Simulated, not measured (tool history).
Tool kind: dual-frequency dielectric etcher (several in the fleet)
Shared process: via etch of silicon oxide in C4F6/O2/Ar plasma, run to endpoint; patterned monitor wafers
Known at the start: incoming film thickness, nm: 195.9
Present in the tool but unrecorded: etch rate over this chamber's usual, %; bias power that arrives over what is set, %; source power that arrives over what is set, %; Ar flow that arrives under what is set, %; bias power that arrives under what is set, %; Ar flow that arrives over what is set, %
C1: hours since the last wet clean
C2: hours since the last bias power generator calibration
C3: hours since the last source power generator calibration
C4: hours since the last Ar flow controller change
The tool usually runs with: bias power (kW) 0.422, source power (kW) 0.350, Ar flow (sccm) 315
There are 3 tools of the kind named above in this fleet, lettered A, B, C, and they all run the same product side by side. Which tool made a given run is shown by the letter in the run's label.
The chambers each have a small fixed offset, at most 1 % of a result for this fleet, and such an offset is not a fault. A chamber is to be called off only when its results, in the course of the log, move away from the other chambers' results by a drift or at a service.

Run 1C, day 0.296: usual settings; C1 260.1; C2 1533.9; C3 2083.7; C4 2908.3. Result: endpoint time (s) 49.204.
Run 2A, day 0.871: usual settings; C1 330.1; C2 701.5; C3 2962.4; C4 3156.4. Result: endpoint time (s) 48.801.
Run 3B, day 1.383: usual settings; C1 84.2; C2 1858.7; C3 2392.3; C4 1284.0. Result: endpoint time (s) 48.048.
Run 4B, day 1.858: usual settings; C1 95.6; C2 1870.1; C3 2403.7; C4 1295.4. Result: endpoint time (s) 48.122.
Run 5C, day 2.321: usual settings; C1 308.7; C2 1582.5; C3 2132.3; C4 2956.9. Result: endpoint time (s) 48.927.
At day 2.358: chamber A: wet clean of the chamber.
Run 6A, day 2.829: usual settings; C1 11.4; C2 748.5; C3 3009.4; C4 3203.4. Result: endpoint time (s) 47.964.
Run 7A, day 3.433: usual settings; C1 25.9; C2 763.0; C3 3023.9; C4 3217.9. Result: endpoint time (s) 48.251.
Run 8C, day 3.954: usual settings but Ar flow (sccm) 373; C1 347.9; C2 1621.7; C3 2171.5; C4 2996.1. Result: endpoint time (s) 50.031.
Run 9B, day 4.479: usual settings but Ar flow (sccm) 373; C1 158.5; C2 1933.0; C3 2466.6; C4 1358.3. Result: endpoint time (s) 49.633.
Run 10C, day 5.017: usual settings but Ar flow (sccm) 373; C1 373.4; C2 1647.2; C3 2197.0; C4 3021.6. Result: endpoint time (s) 50.233.
Run 11A, day 5.492: usual settings; C1 75.3; C2 812.4; C3 3073.3; C4 3267.3. Result: endpoint time (s) 48.699.
Run 12B, day 5.975: usual settings; C1 194.4; C2 1968.9; C3 2502.5; C4 1394.2. Result: endpoint time (s) 48.212.
Run 13B, day 6.342: usual settings but bias power (kW) 0.479, Ar flow (sccm) 275; C1 203.2; C2 1977.7; C3 2511.3; C4 1403.0. Result: endpoint time (s) 45.587.
Run 14C, day 6.862: usual settings but bias power (kW) 0.479, Ar flow (sccm) 275; C1 417.7; C2 1691.5; C3 2241.3; C4 3065.9. Result: endpoint time (s) 45.865.
Run 15A, day 7.433: usual settings but bias power (kW) 0.479, Ar flow (sccm) 275; C1 121.9; C2 859.0; C3 3119.9; C4 3313.9. Result: endpoint time (s) 45.159.
Run 16A, day 7.858: usual settings; C1 132.1; C2 869.2; C3 3130.1; C4 3324.1. Result: endpoint time (s) 47.693.
Run 17B, day 8.396: usual settings but source power (kW) 0.380; C1 252.5; C2 2027.0; C3 2560.6; C4 1452.3. Result: endpoint time (s) 47.148.
Run 18C, day 8.800: usual settings but source power (kW) 0.380; C1 464.2; C2 1738.0; C3 2287.8; C4 3112.4. Result: endpoint time (s) 47.687.
Run 19B, day 9.129: usual settings but source power (kW) 0.380; C1 270.1; C2 2044.6; C3 2578.2; C4 1469.9. Result: endpoint time (s) 46.726.
Run 20C, day 9.704: usual settings; C1 485.9; C2 1759.7; C3 2309.5; C4 3134.1. Result: endpoint time (s) 49.440.
Run 21A, day 10.138: usual settings; C1 186.8; C2 923.9; C3 3184.8; C4 3378.8. Result: endpoint time (s) 48.614.

Each of the 3 chambers runs these same settings next. Fill in every chamber's results:
Run 22A, day 10.575: usual settings but source power (kW) 0.400. Result: endpoint time (s) ?.
Run 22B, day 10.575: usual settings but source power (kW) 0.400. Result: endpoint time (s) ?.
Run 22C, day 10.575: usual settings but source power (kW) 0.400. Result: endpoint time (s) ?.

run  endpoint time (s)
22A             46.487
22B             45.985
22C             46.284
